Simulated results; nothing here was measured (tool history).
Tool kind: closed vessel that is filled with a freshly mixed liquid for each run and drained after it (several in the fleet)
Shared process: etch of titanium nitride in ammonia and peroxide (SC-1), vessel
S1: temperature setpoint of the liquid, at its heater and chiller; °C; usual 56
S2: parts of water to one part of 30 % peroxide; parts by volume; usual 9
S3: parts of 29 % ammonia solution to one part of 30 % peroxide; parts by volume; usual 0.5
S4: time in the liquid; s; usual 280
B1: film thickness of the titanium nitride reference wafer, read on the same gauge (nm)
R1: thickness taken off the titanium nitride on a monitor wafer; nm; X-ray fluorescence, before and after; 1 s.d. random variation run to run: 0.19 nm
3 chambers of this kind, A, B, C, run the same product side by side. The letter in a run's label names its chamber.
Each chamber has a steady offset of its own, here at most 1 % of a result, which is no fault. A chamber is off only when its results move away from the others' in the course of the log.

{"run": "1A", "hour": 13.6, "S1": 56, "S2": 9, "S3": 0.5, "S4": 280, "B1": 130.02, "R1": 29.586}
{"run": "2C", "hour": 26.6, "S1": 56, "S2": 9, "S3": 0.5, "S4": 280, "B1": 129.96, "R1": 29.56}
{"run": "3B", "hour": 33.6, "S1": 56, "S2": 9, "S3": 0.5, "S4": 280, "B1": 130.03, "R1": 29.063}
{"hour": 41.0, "done": "chamber A: new drum of ammonia solution connected"}
{"run": "4A", "hour": 46.1, "S1": 56, "S2": 9, "S3": 0.5, "S4": 280, "B1": 129.99, "R1": 29.606}
{"run": "5C", "hour": 59.2, "S1": 47, "S2": 9, "S3": 0.5, "S4": 130, "B1": 129.99, "R1": 7.3329}
{"run": "6B", "hour": 67.8, "S1": 47, "S2": 9, "S3": 0.5, "S4": 130, "B1": 129.97, "R1": 7.4103}
{"run": "7B", "hour": 80.8, "S1": 47, "S2": 9, "S3": 0.5, "S4": 130, "B1": 129.98, "R1": 7.3426}
{"run": "8A", "hour": 92.4, "S1": 56, "S2": 9, "S3": 0.7, "S4": 400, "B1": 130.01, "R1": 44.008}
{"run": "9C", "hour": 100.2, "S1": 56, "S2": 9, "S3": 0.7, "S4": 400, "B1": 130.03, "R1": 44.103}
{"run": "10A", "hour": 110.5, "S1": 56, "S2": 9, "S3": 0.7, "S4": 400, "B1": 129.96, "R1": 44.413}
{"run": "11C", "hour": 119.3, "S1": 56, "S2": 9, "S3": 0.5, "S4": 280, "B1": 129.98, "R1": 29.592}
{"run": "12B", "hour": 128.6, "S1": 56, "S2": 9, "S3": 0.5, "S4": 280, "B1": 129.99, "R1": 29.37}
{"run": "13B", "hour": 139.5, "S1": 56, "S2": 9, "S3": 0.5, "S4": 280, "B1": 130.02, "R1": 29.444}
{"run": "14C", "hour": 149.7, "S1": 56, "S2": 9, "S3": 0.5, "S4": 280, "B1": 129.95, "R1": 29.201}
{"run": "15A", "hour": 157.9, "S1": 56, "S2": 9, "S3": 0.5, "S4": 280, "B1": 129.98, "R1": 29.314}
{"run": "16C", "hour": 164.2, "S1": 56, "S2": 9, "S3": 0.5, "S4": 280, "B1": 130.03, "R1": 29.303}
{"run": "17A", "hour": 171.4, "S1": 56, "S2": 9, "S3": 0.5, "S4": 280, "B1": 130, "R1": 29.628}
{"run": "18B", "hour": 181.0, "S1": 56, "S2": 9, "S3": 0.5, "S4": 280, "B1": 129.99, "R1": 29.212}
{"hour": 187.5, "done": "chamber A: thermometer replaced"}
{"run": "19C", "hour": 193.4, "S1": 56, "S2": 9, "S3": 0.5, "S4": 280, "B1": 130.05, "R1": 28.754}
{"hour": 203.7, "done": "chamber B: new drum of ammonia solution connected"}
{"run": "20B", "hour": 205.5, "S1": 56, "S2": 9, "S3": 0.5, "S4": 280, "B1": 129.97, "R1": 29.159}
{"run": "21A", "hour": 217.1, "S1": 56, "S2": 9, "S3": 0.5, "S4": 280, "B1": 130.05, "R1": 29.151}
{"run": "22B", "hour": 226.9, "S1": 56, "S2": 9, "S3": 0.5, "S4": 280, "B1": 129.97, "R1": 29.31}
{"run": "23A", "hour": 233.5, "S1": 56, "S2": 9, "S3": 0.5, "S4": 280, "B1": 129.99, "R1": 29.214}
{"run": "24C", "hour": 240.4, "S1": 56, "S2": 9, "S3": 0.5, "S4": 280, "B1": 130.02, "R1": 28.603}
{"run": "25C", "hour": 247.8, "S1": 56, "S2": 9, "S3": 0.5, "S4": 280, "B1": 129.99, "R1": 28.214}
{"run": "26A", "hour": 256.6, "S1": 56, "S2": 9, "S3": 0.65, "S4": 280, "B1": 130.01, "R1": 30.656}
{"run": "27B", "hour": 264.4, "S1": 56, "S2": 9, "S3": 0.65, "S4": 280, "B1": 130.02, "R1": 30.78}
{"run": "28A", "hour": 273.7, "S1": 56, "S2": 9, "S3": 0.65, "S4": 280, "B1": 130, "R1": 30.568}
{"run": "29C", "hour": 282.3, "S1": 56, "S2": 9, "S3": 0.5, "S4": 280, "B1": 130, "R1": 27.931}
{"run": "30B", "hour": 288.3, "S1": 56, "S2": 7.5, "S3": 0.7, "S4": 280, "B1": 130, "R1": 33.784}
{"run": "31C", "hour": 294.4, "S1": 56, "S2": 7.5, "S3": 0.7, "S4": 280, "B1": 130.05, "R1": 32.219}
{"run": "32B", "hour": 304.7, "S1": 56, "S2": 7.5, "S3": 0.7, "S4": 280, "B1": 129.98, "R1": 33.763}
{"hour": 313.1, "done": "chamber C: new drum of ammonia solution connected"}
{"run": "33A", "hour": 314.2, "S1": 56, "S2": 9, "S3": 0.5, "S4": 280, "B1": 130.02, "R1": 29.199}
{"run": "34C", "hour": 320.7, "S1": 56, "S2": 9, "S3": 0.5, "S4": 280, "B1": 129.95, "R1": 27.522}
{"hour": 323.6, "done": "chamber C: ammonia flow meter replaced"}
{"run": "35B", "hour": 333.4, "S1": 56, "S2": 9, "S3": 0.5, "S4": 280, "B1": 130.01, "R1": 28.97}
{"hour": 345.3, "done": "chamber B: thermometer replaced"}
{"run": "36A", "hour": 345.3, "S1": 56, "S2": 9, "S3": 0.5, "S4": 280, "B1": 130.02, "R1": 29.448}
{"run": "37B", "hour": 352.7, "S1": 56, "S2": 12.5, "S3": 0.5, "S4": 405, "B1": 130, "R1": 35.571}
{"run": "38A", "hour": 364.9, "S1": 56, "S2": 12.5, "S3": 0.5, "S4": 405, "B1": 130.02, "R1": 35.867}
{"run": "39C", "hour": 377.0, "S1": 56, "S2": 12.5, "S3": 0.5, "S4": 405, "B1": 130, "R1": 32.883}
{"run": "40A", "hour": 384.6, "S1": 56, "S2": 9, "S3": 0.5, "S4": 280, "B1": 129.99, "R1": 29.413}
{"run": "41B", "hour": 390.9, "S1": 56, "S2": 9, "S3": 0.5, "S4": 280, "B1": 130.05, "R1": 29.149}
{"run": "42C", "hour": 403.2, "S1": 56, "S2": 9, "S3": 0.5, "S4": 280, "B1": 130, "R1": 26.542}

Each of the 3 chambers runs these same settings next. Fill in every chamber's results:
{"run": "43A", "hour": 413.2, "S1": 56, "S2": 9, "S3": 0.5, "S4": 280, "R1": "?"}
{"run": "43B", "hour": 413.2, "S1": 56, "S2": 9, "S3": 0.5, "S4": 280, "R1": "?"}
{"run": "43C", "hour": 413.2, "S1": 56, "S2": 9, "S3": 0.5, "S4": 280, "R1": "?"}

run=43A R1=28.924
run=43B R1=29.404
run=43C R1=26.811
